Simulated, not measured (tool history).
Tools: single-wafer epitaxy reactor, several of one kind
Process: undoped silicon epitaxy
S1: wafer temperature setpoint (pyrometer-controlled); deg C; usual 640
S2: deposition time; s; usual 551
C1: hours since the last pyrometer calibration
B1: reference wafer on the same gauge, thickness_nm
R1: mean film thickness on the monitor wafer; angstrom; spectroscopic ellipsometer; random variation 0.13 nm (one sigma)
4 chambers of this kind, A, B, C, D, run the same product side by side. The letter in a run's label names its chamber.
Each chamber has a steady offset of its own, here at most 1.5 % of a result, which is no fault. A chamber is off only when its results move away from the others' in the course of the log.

| run | hour | S1 | S2 | C1 | B1 | R1 |
|---|---|---|---|---|---|---|
| 1D | 4.6 | 640 | 551 | 689.9 | 72.263 | 741.66 |
| 2C | 9.1 | 640 | 551 | 1197.9 | 72.280 | 733.00 |
| 3B | 12.9 | 640 | 551 | 716.3 | 72.236 | 741.52 |
| 4A | 16.9 | 640 | 551 | 1624.6 | 72.214 | 741.49 |
| 5A | 24.1 | 640 | 551 | 1631.8 | 72.174 | 744.50 |
| 6C | 28.3 | 640 | 551 | 1217.1 | 72.165 | 731.98 |
| 7B | 34.1 | 640 | 551 | 737.5 | 72.203 | 742.07 |
| 8D | 41.1 | 640 | 551 | 726.4 | 72.126 | 740.44 |
| 9C | 44.2 | 640 | 551 | 1233.0 | 72.120 | 734.27 |
| 10B | 48.6 | 631 | 551 | 752.0 | 72.122 | 604.53 |
| 11D | 52.1 | 631 | 551 | 737.4 | 72.120 | 603.42 |
| 12A | 56.3 | 631 | 551 | 1664.0 | 72.109 | 604.05 |
| 13A | 61.2 | 631 | 551 | 1668.9 | 72.043 | 605.53 |
| 14D | 66.1 | 648 | 629 | 751.4 | 72.053 | 1007.30 |
| 15C | 70.5 | 648 | 629 | 1259.3 | 72.006 | 997.85 |
| 16B | 76.1 | 648 | 629 | 779.5 | 71.995 | 1009.40 |
| 17B | 80.4 | 648 | 629 | 783.8 | 71.988 | 1004.80 |
| 18D | 86.4 | 640 | 551 | 771.7 | 71.984 | 737.54 |
| 19A | 91.5 | 640 | 551 | 1699.2 | 71.955 | 741.01 |
| 20C | 97.9 | 640 | 551 | 1286.7 | 71.928 | 732.51 |
| 21D | 101.0 | 640 | 551 | 786.3 | 71.909 | 740.13 |
| 22A | 107.2 | 640 | 551 | 1714.9 | 71.900 | 737.20 |
| 23B | 110.9 | 640 | 551 | 814.3 | 71.869 | 739.57 |
| 24C | 116.6 | 647 | 657 | 1305.4 | 71.858 | 1017.10 |
| 25D | 122.0 | 647 | 657 | 807.3 | 71.815 | 1024.50 |
| 26C | 126.0 | 647 | 657 | 1314.8 | 71.807 | 1020.00 |

What goes on in this fleet: one chamber off, a drifting gauge, or nothing beyond the chambers' own small offsets? Name the chamber and the cause, if any.

The gauge drifts, so all chambers seem to drift together. No chamber is off.
Cause: gauge reads low (%) = 0.706.
